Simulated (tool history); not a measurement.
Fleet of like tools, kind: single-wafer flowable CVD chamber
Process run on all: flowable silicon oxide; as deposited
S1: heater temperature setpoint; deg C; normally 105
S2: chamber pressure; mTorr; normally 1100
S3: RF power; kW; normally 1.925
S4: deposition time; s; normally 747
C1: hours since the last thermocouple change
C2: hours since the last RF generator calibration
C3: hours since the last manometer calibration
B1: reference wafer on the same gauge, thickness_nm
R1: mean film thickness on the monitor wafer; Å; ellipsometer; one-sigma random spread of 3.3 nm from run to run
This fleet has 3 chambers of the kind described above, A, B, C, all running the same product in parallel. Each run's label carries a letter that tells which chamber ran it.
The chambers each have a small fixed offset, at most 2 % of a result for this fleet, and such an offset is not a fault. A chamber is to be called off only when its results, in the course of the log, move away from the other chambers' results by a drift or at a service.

run,hour,S1,S2,S3,S4,C1,C2,C3,B1,R1
1C,5.7,105,1100,1.925,747,883.3,1405.2,1958.8,498.45,5712.4
2A,11.5,105,1100,1.925,747,43.0,594.0,167.0,498.44,5631.3
3B,19.2,105,1100,1.925,747,1101.5,107.6,396.6,498.46,5647.1
4A,26.9,105,1100,1.925,747,58.4,609.4,182.4,498.16,5603.2
5B,31.3,105,1100,1.925,747,1113.6,119.7,408.7,498.06,5623.8
6C,37.7,105,970,1.925,630,915.3,1437.2,1990.8,498.33,4115.9
7B,45.9,105,970,1.925,630,1128.2,134.3,423.3,497.61,4102.5
8A,52.6,105,970,1.925,630,84.1,635.1,208.1,496.85,4165.2
9C,57.3,105,1100,1.925,747,934.9,1456.8,2010.4,497.69,5693.3
10B,63.7,105,1100,1.925,747,1146.0,152.1,441.1,497.82,5589.4
11C,69.4,105,1100,1.925,747,947.0,1468.9,2022.5,498.04,5733.2
12A,74.8,105,1100,1.925,747,106.3,657.3,230.3,498.33,5651.2
13B,82.2,105,1100,1.925,747,1164.5,170.6,459.6,498.69,5610.9
14A,88.9,105,1100,1.925,620,120.4,671.4,244.4,497.40,4692.6
15C,93.7,105,1100,1.925,620,971.3,1493.2,2046.8,498.45,4730.1
16A,98.7,105,1100,1.925,620,130.2,681.2,254.2,497.91,4694.1
17B,106.8,105,1100,1.925,747,1189.1,195.2,484.2,498.70,5623.1
18C,110.6,105,1100,1.925,747,988.2,1510.1,2063.7,498.22,5668.6
19C,115.6,105,1100,1.925,747,993.2,1515.1,2068.7,498.11,5689.9
20B,124.2,105,1100,1.925,747,1206.5,212.6,501.6,497.57,5613.7
21A,131.2,105,1100,1.925,747,162.7,713.7,286.7,497.96,5680.7
22A,139.0,105,1100,1.925,747,170.5,721.5,294.5,497.86,5606.5
23C,146.4,105,1100,1.925,747,1024.0,1545.9,2099.5,498.54,5652.8
24B,153.6,105,1100,1.925,747,1235.9,242.0,531.0,498.12,5725.0
25A,162.2,105,1100,1.925,747,193.7,744.7,317.7,498.99,5679.5
26B,166.9,105,1100,1.925,747,1249.2,255.3,544.3,498.07,5688.2
27C,173.0,98,1100,1.925,884,1050.6,1572.5,2126.1,498.12,8542.9
28A,178.2,98,1100,1.925,884,209.7,760.7,333.7,497.70,8526.3
29C,185.9,98,1100,1.925,884,1063.5,1585.4,2139.0,498.28,8519.3
30B,190.5,105,1100,1.925,747,1272.8,278.9,567.9,498.54,5610.9
31C,199.1,105,1100,1.925,747,1076.7,1598.6,2152.2,498.15,5692.2
32B,206.7,105,1100,1.925,747,1289.0,295.1,584.1,498.34,5582.4

All chambers now run identical settings, listed one chamber a line with results as question marks. What results will each chamber show?
33A,213.0,105,1100,1.925,747,,,,,?
33B,213.0,105,1100,1.925,747,,,,,?
33C,213.0,105,1100,1.925,747,,,,,?

run,R1
33A,5702.1
33B,5638.7
33C,5685.0
